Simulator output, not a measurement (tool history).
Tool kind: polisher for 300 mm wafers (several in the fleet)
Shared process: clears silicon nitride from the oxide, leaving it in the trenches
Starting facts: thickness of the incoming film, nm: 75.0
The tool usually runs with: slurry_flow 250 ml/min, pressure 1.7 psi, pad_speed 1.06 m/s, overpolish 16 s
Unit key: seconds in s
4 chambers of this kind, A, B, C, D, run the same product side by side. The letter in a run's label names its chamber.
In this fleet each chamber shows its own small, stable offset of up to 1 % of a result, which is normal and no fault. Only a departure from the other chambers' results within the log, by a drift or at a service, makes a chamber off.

run	hour	slurry_flow	pressure	pad_speed	overpolish	wafers polished on this pad	hours since the slurry nozzle was cleaned	hours since the head pressure was calibrated	seconds
1B	4.9	250	1.7	1.06	16	186	538.9	57.1	108.31
# hour 7.4: chamber C: worn pad replaced by a new one
2A	12.4	250	1.7	1.06	16	1005	62	155.2	105.37
3C	21	250	1.7	1.06	16	124	61.8	385.4	104.47
# hour 27.6: chamber C: head pressure recalibrated
4D	30.7	250	1.7	1.06	16	621	187.6	597	104.86
5B	37	250	1.7	1.06	16	478	571	89.2	108.81
# hour 39.5: chamber D: worn pad replaced by a new one
# hour 47.1: chamber B: slurry nozzle cleaned
6A	47.6	250	1.7	1.06	16	1325	97.2	190.4	107
7C	58.1	250	1.7	1.06	16	461	98.9	30.6	106.65
8D	65.8	250	1.7	1.06	16	239	222.7	632.1	106.83
# hour 70.7: chamber B: worn pad replaced by a new one
9C	71.4	250	1.7	1.06	16	582	112.2	43.9	102.59
10A	77.4	250	2.1	1.06	10	1596	127	220.2	86.374
11B	82.4	250	2.1	1.06	10	107	35.3	134.6	86.073
12D	88.8	250	2.1	1.06	10	448	245.7	655.1	85.896
13A	94.3	250	2.1	1.06	10	1750	143.9	237.1	87.927
14D	100.8	250	2	1.06	9	557	257.7	667.1	89.351
15C	105.6	250	2	1.06	9	892	146.4	78.1	89.463
# hour 108.3: chamber D: worn pad replaced by a new one
16B	110.5	250	2	1.06	9	362	63.4	162.7	89.836
# hour 114.8: chamber C: worn pad replaced by a new one
17D	121.3	250	2	1.06	9	118	278.2	687.6	91.796
18C	129.7	250	1.7	1.06	16	135	170.5	102.2	107.55
19A	135.8	250	1.7	1.06	16	2127	185.4	278.6	112.69
20B	142.3	250	1.7	1.06	16	651	95.2	194.5	104.37
21D	147.9	250	1.7	1.06	16	360	304.8	714.2	104.93
# hour 157.9: chamber B: worn pad replaced by a new one
22A	158.4	250	1.7	1.06	16	2332	208	301.2	113.13
23B	164.1	250	1.7	1.06	16	57	117	216.3	105.59
24C	172.1	250	1.7	1.06	16	520	212.9	144.6	103.58
25C	176.8	250	1.7	1.06	16	563	217.6	149.3	106.87
26A	182.4	250	1.7	1.06	16	2550	232	325.2	115.6
# hour 185.4: chamber D: worn pad replaced by a new one
27D	192.1	250	1.7	1.06	16	61	349	758.4	107.01
28B	198.2	250	1.7	1.06	16	366	151.1	250.4	107.4
29A	204.8	250	1.7	1.06	16	2754	254.4	347.6	114.8
30D	210	250	1.7	1.06	16	224	366.9	776.3	106.56
31C	218.6	250	1.7	1.06	16	943	259.4	191.1	105.19
32B	225.8	250	1.7	1.06	16	617	178.7	278	107.06

Next, all 4 chambers run the settings below, one line each with question marks for the results. What does each chamber give?
33A	233.5	250	1.7	1.06	16				?
33B	233.5	250	1.7	1.06	16				?
33C	233.5	250	1.7	1.06	16				?
33D	233.5	250	1.7	1.06	16				?

run	seconds
33A	118.62
33B	107.38
33C	105.2
33D	107.9
